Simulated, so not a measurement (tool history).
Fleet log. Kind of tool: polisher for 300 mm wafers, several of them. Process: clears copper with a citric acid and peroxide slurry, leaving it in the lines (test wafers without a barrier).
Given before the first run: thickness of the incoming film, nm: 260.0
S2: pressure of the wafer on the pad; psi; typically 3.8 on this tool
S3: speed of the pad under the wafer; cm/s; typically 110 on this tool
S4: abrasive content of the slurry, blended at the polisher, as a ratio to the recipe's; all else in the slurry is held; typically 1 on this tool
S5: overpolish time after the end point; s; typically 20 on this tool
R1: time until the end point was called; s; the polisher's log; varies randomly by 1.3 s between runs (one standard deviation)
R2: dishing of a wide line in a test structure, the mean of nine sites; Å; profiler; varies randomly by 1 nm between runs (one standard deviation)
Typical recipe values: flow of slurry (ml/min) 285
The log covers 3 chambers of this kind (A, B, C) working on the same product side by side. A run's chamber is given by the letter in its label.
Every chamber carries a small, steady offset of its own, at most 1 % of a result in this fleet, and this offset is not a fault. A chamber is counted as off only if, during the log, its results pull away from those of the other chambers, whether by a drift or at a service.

Run 1B, hour 8.5: usual settings. Result: R1 75.357 s, R2 450.72 Å.
Run 2C, hour 14.3: usual settings. Result: R1 76.809 s, R2 463.75 Å.
At hour 19.7: chamber B: slurry blender recalibrated.
Run 3A, hour 23.1: usual settings. Result: R1 76.447 s, R2 475.45 Å.
Run 4C, hour 29.7: usual settings. Result: R1 76.837 s, R2 469.9 Å.
Run 5A, hour 34.8: usual settings. Result: R1 73.829 s, R2 463.5 Å.
Run 6B, hour 42.6: usual settings. Result: R1 75.356 s, R2 480.35 Å.
Run 7A, hour 50.1: usual settings. Result: R1 77.424 s, R2 447.52 Å.
Run 8B, hour 57.5: usual settings. Result: R1 75.638 s, R2 462.4 Å.
Run 9C, hour 62.4: usual settings. Result: R1 78.615 s, R2 478.89 Å.
Run 10B, hour 68.6: usual settings. Result: R1 75.294 s, R2 460.81 Å.
Run 11A, hour 72.6: usual settings but S4 1.2. Result: R1 75.543 s, R2 477.1 Å.
Run 12C, hour 80.1: usual settings but S4 1.2. Result: R1 71.784 s, R2 476.65 Å.
Run 13A, hour 84.9: usual settings but S4 1.2. Result: R1 76.321 s, R2 479.63 Å.
Run 14B, hour 92.7: usual settings but S3 84 cm/s, S4 1.3. Result: R1 92.649 s, R2 399.45 Å.
At hour 99.5: chamber A: slurry nozzle cleaned.
At hour 101.2: chamber A: head pressure recalibrated.
Run 15C, hour 102: usual settings but S3 84 cm/s, S4 1.3. Result: R1 93.018 s, R2 389.03 Å.
At hour 106.2: chamber A: slurry blender recalibrated.
Run 16B, hour 108.8: usual settings but S3 84 cm/s, S4 1.3. Result: R1 89.176 s, R2 390.44 Å.
At hour 110.7: chamber C: worn pad replaced by a new one.
Run 17C, hour 117.3: usual settings. Result: R1 77.076 s, R2 475.22 Å.
Run 18A, hour 121.5: usual settings. Result: R1 81.105 s, R2 432.28 Å.
Run 19B, hour 129.6: usual settings. Result: R1 78.257 s, R2 454.89 Å.
Run 20A, hour 134.7: usual settings but S3 126 cm/s. Result: R1 69.994 s, R2 499.68 Å.

For the next run the whole fleet of 3 chambers uses the same settings. Give each chamber's results:
Run 21A, hour 141.4: usual settings but S2 4.2 psi. Result: R1 ?, R2 ?.
Run 21B, hour 141.4: usual settings but S2 4.2 psi. Result: R1 ?, R2 ?.
Run 21C, hour 141.4: usual settings but S2 4.2 psi. Result: R1 ?, R2 ?.

run      R1      R2
21A  72.841  457.93
21B  68.295   502.3
21C  67.569  509.25

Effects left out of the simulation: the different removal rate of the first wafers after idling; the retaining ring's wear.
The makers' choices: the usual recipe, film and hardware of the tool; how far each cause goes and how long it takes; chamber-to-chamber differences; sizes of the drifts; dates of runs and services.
